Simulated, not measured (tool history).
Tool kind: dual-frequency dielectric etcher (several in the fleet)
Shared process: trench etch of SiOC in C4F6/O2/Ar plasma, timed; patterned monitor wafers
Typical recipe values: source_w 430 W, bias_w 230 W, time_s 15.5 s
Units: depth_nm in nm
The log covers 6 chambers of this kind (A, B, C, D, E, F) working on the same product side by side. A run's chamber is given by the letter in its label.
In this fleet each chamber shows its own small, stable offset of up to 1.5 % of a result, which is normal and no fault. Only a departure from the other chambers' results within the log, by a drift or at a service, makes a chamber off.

run,day,source_w,bias_w,time_s,hours since the last wet clean,hours since the last source power generator calibration,hours since the last bias power generator calibration,"read-back reference wafer on the same gauge, depth_nm",depth_nm
1D,0.308,430,230,15.5,34,1673.7,196.1,39.696,35.9
2F,0.767,430,230,15.5,154.1,69.3,127.4,39.688,36.095
3E,1.171,430,230,15.5,72.4,1585,463.1,39.691,35.87
4C,1.646,430,230,15.5,90.2,3306.3,1843.3,39.686,35.54
5B,1.942,430,230,15.5,101.4,255.3,1612.8,39.676,35.879
# day 2.067: chamber C: source power generator calibrated
6A,2.2,430,230,15.5,587.8,1862.4,2150.3,39.656,35.418
7D,2.683,430,230,11.5,91,1730.7,253.1,39.678,26.579
8B,3.129,430,230,11.5,129.9,283.8,1641.3,39.675,26.563
9C,3.404,430,230,11.5,132.4,32.2,1885.5,39.673,26.284
10F,3.858,430,230,11.5,228.3,143.5,201.6,39.666,26.723
# day 3.925: chamber A: wet clean of the chamber
# day 3.95: chamber D: source power generator calibrated
11A,4.096,430,230,11.5,4.1,1907.9,2195.8,39.633,26.234
12E,4.496,430,230,11.5,152.2,1664.8,542.9,39.646,26.61
13D,4.742,430,230,15.5,140.4,19,302.5,39.646,35.86
14B,5.183,430,230,15.5,179.2,333.1,1690.6,39.633,35.762
15A,5.408,430,230,15.5,35.6,1939.4,2227.3,39.636,35.447
16E,5.788,430,230,15.5,183.2,1695.8,573.9,39.616,35.763
17C,6.017,430,230,15.5,195.1,94.9,1948.2,39.629,35.432
18F,6.458,430,230,15.5,290.7,205.9,264,39.621,36.028
19C,6.804,430,230,15.5,214,113.8,1967.1,39.637,35.399
20B,7.088,430,230,15.5,224.9,378.8,1736.3,39.607,35.835
21E,7.583,430,230,15.5,226.3,1738.9,617,39.607,35.74
22A,8,430,230,15.5,97.8,2001.6,2289.5,39.61,35.401
23D,8.221,430,230,15.5,223.9,102.5,386,39.599,35.929
24F,8.621,430,230,15.5,342.6,257.8,315.9,39.597,35.935
25B,9.121,430,230,15.5,273.7,427.6,1785.1,39.588,35.711
26C,9.521,430,230,15.5,279.2,179,2032.3,39.58,35.358
27E,9.842,430,230,15.5,280.5,1793.1,671.2,39.572,35.772
28F,10.183,430,230,15.5,380.1,295.3,353.4,39.579,36.02
29A,10.438,430,230,15.5,156.3,2060.1,2348,39.565,35.372
30D,10.8,430,230,15.5,285.8,164.4,447.9,39.579,35.911
# day 10.829: chamber B: wet clean of the chamber
31B,11.238,330,230,11.5,9.9,478.4,1835.9,39.561,23.969
32D,11.717,330,230,11.5,307.8,186.4,469.9,39.552,24.073
# day 12.058: chamber F: wet clean of the chamber
33E,12.15,330,230,11.5,335.9,1848.5,726.6,39.556,23.98
34C,12.588,330,230,11.5,352.8,252.6,2105.9,39.544,23.671
35F,13.021,330,230,11.5,23.1,363.4,421.5,39.536,24.095
36A,13.354,330,230,11.5,226.3,2130.1,2418,39.532,23.72
37C,13.692,430,230,15.5,379.3,279.1,2132.4,39.534,35.33
38D,14.058,430,230,19.5,364,242.6,526.1,39.525,44.982
39A,14.3,430,230,19.5,249,2152.8,2440.7,39.544,44.49
40F,14.679,430,230,19.5,62.9,403.2,461.3,39.521,45.16
41B,14.962,430,230,19.5,99.3,567.8,1925.3,39.522,44.909
42E,15.254,430,230,19.5,410.4,1923,801.1,39.518,44.883
43E,15.471,430,230,19.5,415.6,1928.2,806.3,39.501,44.996

Next, every chamber runs the same settings. What will each give?
44A,15.829,430,230,15.5,,,,,?
44B,15.829,430,230,15.5,,,,,?
44C,15.829,430,230,15.5,,,,,?
44D,15.829,430,230,15.5,,,,,?
44E,15.829,430,230,15.5,,,,,?
44F,15.829,430,230,15.5,,,,,?

run,depth_nm
44A,35.391
44B,35.675
44C,35.27
44D,35.792
44E,35.742
44F,35.883

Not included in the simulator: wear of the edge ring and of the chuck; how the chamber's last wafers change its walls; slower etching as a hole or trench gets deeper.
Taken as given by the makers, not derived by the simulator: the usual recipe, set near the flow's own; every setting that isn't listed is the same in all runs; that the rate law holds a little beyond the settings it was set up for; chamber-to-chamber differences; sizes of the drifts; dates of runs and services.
